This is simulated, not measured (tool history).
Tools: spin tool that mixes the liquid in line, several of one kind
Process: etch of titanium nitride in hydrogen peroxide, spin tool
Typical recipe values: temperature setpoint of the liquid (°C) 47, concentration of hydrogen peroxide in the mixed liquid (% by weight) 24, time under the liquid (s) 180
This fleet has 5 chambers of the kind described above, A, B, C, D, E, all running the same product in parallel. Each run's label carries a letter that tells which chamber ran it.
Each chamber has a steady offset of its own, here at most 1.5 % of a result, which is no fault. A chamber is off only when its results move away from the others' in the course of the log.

run,hour,temperature setpoint of the liquid (°C),concentration of hydrogen peroxide in the mixed liquid (% by weight),time under the liquid (s),"read-back film thickness of the titanium nitride reference wafer, read on the same gauge (nm)",thickness taken off the titanium nitride on a monitor wafer (angstrom)
1B,12.7,47,24,180,129.99,37.091
# hour 16.2: chamber A: new drum of peroxide connected
2A,22,47,24,180,130,36.857
3E,28.1,47,24,180,130,37.358
4C,34.7,47,24,180,130.02,37.743
5D,45.7,47,24,180,130.02,36.94
6E,56.7,47,24,180,130.01,37.101
7B,69.2,47,24,180,129.98,36.968
8A,75.8,47,24,180,130.03,37.726
# hour 77.3: chamber D: thermometer replaced
9D,83.4,47,30,180,130,39.143
10C,94.8,47,30,180,130.01,40.059
11D,103.2,47,30,180,130.01,38.582
12B,111.1,47,30,180,130.02,38.868
13A,122.2,47,30,180,129.96,39.277
14E,131,47,24,180,130.01,37.632
15C,139.5,47,24,180,129.98,37.311
16B,146.3,47,24,180,130,36.975
17C,156.5,47,24,180,129.97,37.51
18A,166.6,50.5,26,180,130,49.966
19E,172.8,50.5,26,180,130.04,47.917
# hour 176.5: chamber B: new drum of peroxide connected
20D,185.4,50.5,26,180,130.05,48.735
21B,191.6,50.5,26,180,130.01,49.026
22C,199.7,50.5,26,180,130.01,49.625
# hour 204.1: chamber D: new drum of peroxide connected
23D,207.9,47,24,180,130,37.294
# hour 213.7: chamber C: peroxide flow meter replaced
24E,214.7,47,24,180,129.96,36.836
# hour 215.4: chamber D: peroxide flow meter replaced
25A,225.3,47,24,180,129.99,37.369
26B,235.1,47,24,180,130,37.405
27D,242.7,47,24,180,129.99,36.8
28E,248.7,47,24,180,130.02,37.429
# hour 257.1: chamber E: heated supply line repaired
29C,259.5,47,24,180,130,38.235
30A,266,47,24,180,130.02,37.07
31E,277.3,47,24,180,130.04,37.768
32B,288.6,47,24,180,130.01,36.649
# hour 297.4: chamber A: peroxide flow meter replaced
33C,300.4,47,24,180,129.99,37.358
34A,308.8,47,24,180,129.98,37.975
35D,317.2,47,24,180,129.96,36.77
# hour 326.8: chamber A: heated supply line repaired
36A,329.4,54.5,24,145,129.96,51.607

Next, all 5 chambers run the settings below, one line each with question marks for the results. What does each chamber give?
37A,338.6,47,24,180,,?
37B,338.6,47,24,180,,?
37C,338.6,47,24,180,,?
37D,338.6,47,24,180,,?
37E,338.6,47,24,180,,?

run,thickness taken off the titanium nitride on a monitor wafer (angstrom)
37A,37.636
37B,36.866
37C,37.927
37D,36.902
37E,37.643

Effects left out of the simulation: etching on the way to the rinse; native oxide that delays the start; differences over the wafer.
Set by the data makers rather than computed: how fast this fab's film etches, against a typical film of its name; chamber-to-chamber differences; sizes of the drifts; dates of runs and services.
